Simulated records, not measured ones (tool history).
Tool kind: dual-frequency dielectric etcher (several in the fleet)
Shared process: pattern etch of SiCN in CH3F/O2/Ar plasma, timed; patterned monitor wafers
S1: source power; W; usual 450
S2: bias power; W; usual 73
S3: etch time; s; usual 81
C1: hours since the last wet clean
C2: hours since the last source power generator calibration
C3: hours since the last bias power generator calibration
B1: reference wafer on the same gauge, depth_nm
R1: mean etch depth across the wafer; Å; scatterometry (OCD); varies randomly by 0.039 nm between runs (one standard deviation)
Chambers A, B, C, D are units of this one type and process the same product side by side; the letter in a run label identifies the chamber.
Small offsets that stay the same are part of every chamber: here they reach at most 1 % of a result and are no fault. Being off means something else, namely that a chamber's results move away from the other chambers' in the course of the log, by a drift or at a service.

At hour 0.2: chamber C: wet clean of the chamber.
Run 1D, hour 5.0: usual settings; C1 44.6; C2 1881.8; C3 1576.6; B1 29.206. Result: R1 316.93 Å.
Run 2C, hour 9.9: usual settings; C1 9.7; C2 1569.8; C3 1536.0; B1 29.209. Result: R1 319.20 Å.
Run 3B, hour 14.6: usual settings; C1 169.6; C2 250.6; C3 1852.0; B1 29.213. Result: R1 320.13 Å.
Run 4A, hour 19.8: usual settings; C1 278.5; C2 1440.5; C3 4146.1; B1 29.214. Result: R1 318.42 Å.
Run 5B, hour 24.4: usual settings; C1 179.4; C2 260.4; C3 1861.8; B1 29.220. Result: R1 320.96 Å.
Run 6A, hour 27.9: usual settings; C1 286.6; C2 1448.6; C3 4154.2; B1 29.224. Result: R1 317.67 Å.
Run 7D, hour 33.3: usual settings; C1 72.9; C2 1910.1; C3 1604.9; B1 29.235. Result: R1 317.30 Å.
Run 8C, hour 36.4: usual settings; C1 36.2; C2 1596.3; C3 1562.5; B1 29.234. Result: R1 318.82 Å.
Run 9D, hour 39.3: usual settings but S1 550 W; C1 78.9; C2 1916.1; C3 1610.9; B1 29.231. Result: R1 342.14 Å.
Run 10C, hour 42.4: usual settings but S1 550 W; C1 42.2; C2 1602.3; C3 1568.5; B1 29.232. Result: R1 345.11 Å.
Run 11B, hour 45.6: usual settings but S1 550 W; C1 200.6; C2 281.6; C3 1883.0; B1 29.244. Result: R1 346.04 Å.
Run 12A, hour 49.4: usual settings but S1 550 W; C1 308.1; C2 1470.1; C3 4175.7; B1 29.240. Result: R1 342.62 Å.
Run 13A, hour 54.0: usual settings but S1 370 W; C1 312.7; C2 1474.7; C3 4180.3; B1 29.246. Result: R1 295.57 Å.
Run 14D, hour 57.9: usual settings but S1 370 W; C1 97.5; C2 1934.7; C3 1629.5; B1 29.252. Result: R1 294.42 Å.
Run 15B, hour 61.7: usual settings but S1 370 W; C1 216.7; C2 297.7; C3 1899.1; B1 29.243. Result: R1 298.43 Å.
Run 16C, hour 67.1: usual settings but S1 370 W; C1 66.9; C2 1627.0; C3 1593.2; B1 29.257. Result: R1 297.44 Å.
Run 17D, hour 70.9: usual settings; C1 110.5; C2 1947.7; C3 1642.5; B1 29.263. Result: R1 317.29 Å.
Run 18C, hour 74.7: usual settings; C1 74.5; C2 1634.6; C3 1600.8; B1 29.260. Result: R1 320.36 Å.
Run 19B, hour 78.2: usual settings; C1 233.2; C2 314.2; C3 1915.6; B1 29.267. Result: R1 321.21 Å.
Run 20A, hour 81.6: usual settings; C1 340.3; C2 1502.3; C3 4207.9; B1 29.273. Result: R1 319.03 Å.
Run 21C, hour 87.3: usual settings; C1 87.1; C2 1647.2; C3 1613.4; B1 29.274. Result: R1 319.54 Å.
Run 22B, hour 90.6: usual settings; C1 245.6; C2 326.6; C3 1928.0; B1 29.280. Result: R1 321.23 Å.
Run 23D, hour 93.2: usual settings; C1 132.8; C2 1970.0; C3 1664.8; B1 29.279. Result: R1 317.98 Å.
Run 24A, hour 95.9: usual settings; C1 354.6; C2 1516.6; C3 4222.2; B1 29.294. Result: R1 319.33 Å.
Run 25D, hour 99.0: usual settings; C1 138.6; C2 1975.8; C3 1670.6; B1 29.286. Result: R1 317.98 Å.
Run 26A, hour 104.0: usual settings; C1 362.7; C2 1524.7; C3 4230.3; B1 29.286. Result: R1 319.02 Å.
Run 27B, hour 109.7: usual settings; C1 264.7; C2 345.7; C3 1947.1; B1 29.283. Result: R1 321.91 Å.
Run 28C, hour 113.9: usual settings; C1 113.7; C2 1673.8; C3 1640.0; B1 29.301. Result: R1 320.97 Å.
Run 29D, hour 118.3: usual settings; C1 157.9; C2 1995.1; C3 1689.9; B1 29.301. Result: R1 317.77 Å.
Run 30B, hour 124.1: usual settings; C1 279.1; C2 360.1; C3 1961.5; B1 29.303. Result: R1 321.66 Å.
Run 31C, hour 128.1: usual settings; C1 127.9; C2 1688.0; C3 1654.2; B1 29.300. Result: R1 320.54 Å.
Run 32A, hour 132.9: usual settings; C1 391.6; C2 1553.6; C3 4259.2; B1 29.308. Result: R1 319.49 Å.
Run 33D, hour 136.3: usual settings; C1 175.9; C2 2013.1; C3 1707.9; B1 29.316. Result: R1 317.98 Å.
Run 34B, hour 139.9: usual settings; C1 294.9; C2 375.9; C3 1977.3; B1 29.319. Result: R1 321.48 Å.
Run 35A, hour 144.6: usual settings but S1 540 W; C1 403.3; C2 1565.3; C3 4270.9; B1 29.335. Result: R1 342.47 Å.
Run 36C, hour 150.0: usual settings but S1 540 W; C1 149.8; C2 1709.9; C3 1676.1; B1 29.327. Result: R1 343.41 Å.
Run 37A, hour 154.7: usual settings but S1 540 W; C1 413.4; C2 1575.4; C3 4281.0; B1 29.330. Result: R1 342.16 Å.
Run 38C, hour 160.6: usual settings but S1 540 W; C1 160.4; C2 1720.5; C3 1686.7; B1 29.343. Result: R1 344.05 Å.
Run 39D, hour 164.6: usual settings; C1 204.2; C2 2041.4; C3 1736.2; B1 29.335. Result: R1 318.54 Å.

All chambers now run identical settings, listed one chamber a line with results as question marks. What results will each chamber show?
Run 40A, hour 168.8: usual settings but S1 360 W. Result: R1 ?.
Run 40B, hour 168.8: usual settings but S1 360 W. Result: R1 ?.
Run 40C, hour 168.8: usual settings but S1 360 W. Result: R1 ?.
Run 40D, hour 168.8: usual settings but S1 360 W. Result: R1 ?.

run      R1
40A  293.94
40B  296.07
40C  294.95
40D  292.63

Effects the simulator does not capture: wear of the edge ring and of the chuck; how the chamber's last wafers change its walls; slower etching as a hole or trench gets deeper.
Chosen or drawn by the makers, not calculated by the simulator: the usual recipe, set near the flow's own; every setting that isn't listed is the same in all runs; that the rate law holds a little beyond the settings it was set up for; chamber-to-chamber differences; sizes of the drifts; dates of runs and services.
